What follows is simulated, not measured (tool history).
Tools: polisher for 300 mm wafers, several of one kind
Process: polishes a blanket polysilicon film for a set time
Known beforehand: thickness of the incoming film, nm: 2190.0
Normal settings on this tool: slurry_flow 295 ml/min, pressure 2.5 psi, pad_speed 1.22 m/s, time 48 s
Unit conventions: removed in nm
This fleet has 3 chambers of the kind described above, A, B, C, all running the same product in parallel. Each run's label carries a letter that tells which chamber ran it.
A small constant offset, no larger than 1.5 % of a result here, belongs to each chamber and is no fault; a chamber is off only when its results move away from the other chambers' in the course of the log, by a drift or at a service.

run 1B hour=8.8 | slurry_flow=295 pressure=2.5 pad_speed=1.22 time=48 | removed=395.39
run 2A hour=18.4 | slurry_flow=295 pressure=2.5 pad_speed=1.22 time=48 | removed=391.14
-- hour=18.8 chamber A: worn pad replaced by a new one
run 3C hour=25.2 | slurry_flow=295 pressure=2.5 pad_speed=1.22 time=48 | removed=394.35
run 4C hour=30.2 | slurry_flow=295 pressure=2.5 pad_speed=1.22 time=48 | removed=387.51
run 5B hour=36.2 | slurry_flow=295 pressure=2.5 pad_speed=1.22 time=48 | removed=393.09
run 6A hour=45.6 | slurry_flow=295 pressure=2.5 pad_speed=1.22 time=48 | removed=387.39
run 7A hour=50.7 | slurry_flow=295 pressure=2.5 pad_speed=1.22 time=48 | removed=388.55
-- hour=56.4 chamber A: head pressure recalibrated
run 8B hour=57.9 | slurry_flow=195 pressure=1.7 pad_speed=1.22 time=48 | removed=259.88
run 9C hour=62.5 | slurry_flow=195 pressure=1.7 pad_speed=1.22 time=48 | removed=259.74
-- hour=69.4 chamber C: worn pad replaced by a new one
run 10A hour=71.1 | slurry_flow=195 pressure=1.7 pad_speed=1.22 time=48 | removed=252.16
run 11C hour=78.9 | slurry_flow=295 pressure=2.5 pad_speed=1.22 time=48 | removed=385.56
run 12B hour=87.7 | slurry_flow=295 pressure=2.5 pad_speed=1.22 time=48 | removed=395.40
-- hour=97.0 chamber A: worn pad replaced by a new one
run 13A hour=97.1 | slurry_flow=295 pressure=2.5 pad_speed=1.22 time=48 | removed=392.03
run 14C hour=106.5 | slurry_flow=295 pressure=2.5 pad_speed=1.22 time=48 | removed=399.05
run 15B hour=113.2 | slurry_flow=295 pressure=2.5 pad_speed=1.22 time=48 | removed=394.68
run 16B hour=120.0 | slurry_flow=295 pressure=2.5 pad_speed=1.22 time=48 | removed=385.71
run 17C hour=129.2 | slurry_flow=295 pressure=2.5 pad_speed=1.22 time=48 | removed=399.34
run 18A hour=137.4 | slurry_flow=340 pressure=2.9 pad_speed=1.22 time=48 | removed=450.41
run 19C hour=143.9 | slurry_flow=340 pressure=2.9 pad_speed=1.22 time=48 | removed=456.83
run 20A hour=152.0 | slurry_flow=340 pressure=2.9 pad_speed=1.22 time=48 | removed=448.32
run 21B hour=158.2 | slurry_flow=295 pressure=2.5 pad_speed=1.22 time=48 | removed=391.22
-- hour=166.7 chamber C: worn pad replaced by a new one
run 22A hour=167.4 | slurry_flow=295 pressure=2.5 pad_speed=1.22 time=48 | removed=386.40
run 23B hour=177.1 | slurry_flow=295 pressure=2.5 pad_speed=1.22 time=48 | removed=386.23
-- hour=185.9 chamber A: worn pad replaced by a new one
run 24C hour=186.7 | slurry_flow=295 pressure=2.5 pad_speed=1.22 time=48 | removed=392.64
run 25A hour=191.6 | slurry_flow=295 pressure=2.5 pad_speed=1.22 time=48 | removed=385.33
run 26B hour=196.4 | slurry_flow=295 pressure=2.5 pad_speed=1.22 time=48 | removed=384.94
run 27C hour=205.4 | slurry_flow=295 pressure=2.5 pad_speed=1.22 time=48 | removed=387.49
run 28B hour=215.1 | slurry_flow=330 pressure=2.5 pad_speed=1.22 time=37 | removed=297.24
run 29A hour=223.9 | slurry_flow=330 pressure=2.5 pad_speed=1.22 time=37 | removed=302.41
run 30C hour=228.7 | slurry_flow=330 pressure=2.5 pad_speed=1.22 time=37 | removed=308.93
run 31B hour=234.0 | slurry_flow=295 pressure=2.5 pad_speed=1.22 time=48 | removed=366.88
run 32C hour=239.3 | slurry_flow=295 pressure=2.5 pad_speed=1.22 time=48 | removed=390.68
-- hour=243.3 chamber C: worn pad replaced by a new one
run 33A hour=247.0 | slurry_flow=295 pressure=2.5 pad_speed=1.22 time=48 | removed=386.97
run 34C hour=251.4 | slurry_flow=295 pressure=2.5 pad_speed=1.22 time=48 | removed=398.52
-- hour=259.8 chamber A: worn pad replaced by a new one
run 35B hour=260.9 | slurry_flow=295 pressure=2.5 pad_speed=1.22 time=48 | removed=366.52
run 36A hour=266.0 | slurry_flow=295 pressure=2.5 pad_speed=1.22 time=48 | removed=381.72
run 37A hour=272.4 | slurry_flow=295 pressure=2.5 pad_speed=1.22 time=48 | removed=387.65
run 38C hour=276.7 | slurry_flow=295 pressure=2.5 pad_speed=1.22 time=48 | removed=394.55
run 39B hour=282.5 | slurry_flow=295 pressure=2.5 pad_speed=1.22 time=48 | removed=361.01
run 40C hour=287.0 | slurry_flow=295 pressure=2.5 pad_speed=1.22 time=48 | removed=389.84
run 41A hour=296.4 | slurry_flow=295 pressure=2.5 pad_speed=1.22 time=48 | removed=388.71
run 42B hour=305.3 | slurry_flow=295 pressure=2.5 pad_speed=1.22 time=48 | removed=359.83

Next, all 3 chambers run the settings below, one line each with question marks for the results. What does each chamber give?
run 43A hour=312.2 | slurry_flow=295 pressure=2.5 pad_speed=1.22 time=59 | removed=?
run 43B hour=312.2 | slurry_flow=295 pressure=2.5 pad_speed=1.22 time=59 | removed=?
run 43C hour=312.2 | slurry_flow=295 pressure=2.5 pad_speed=1.22 time=59 | removed=?

run=43A removed=467.07
run=43B removed=439.73
run=43C removed=477.25
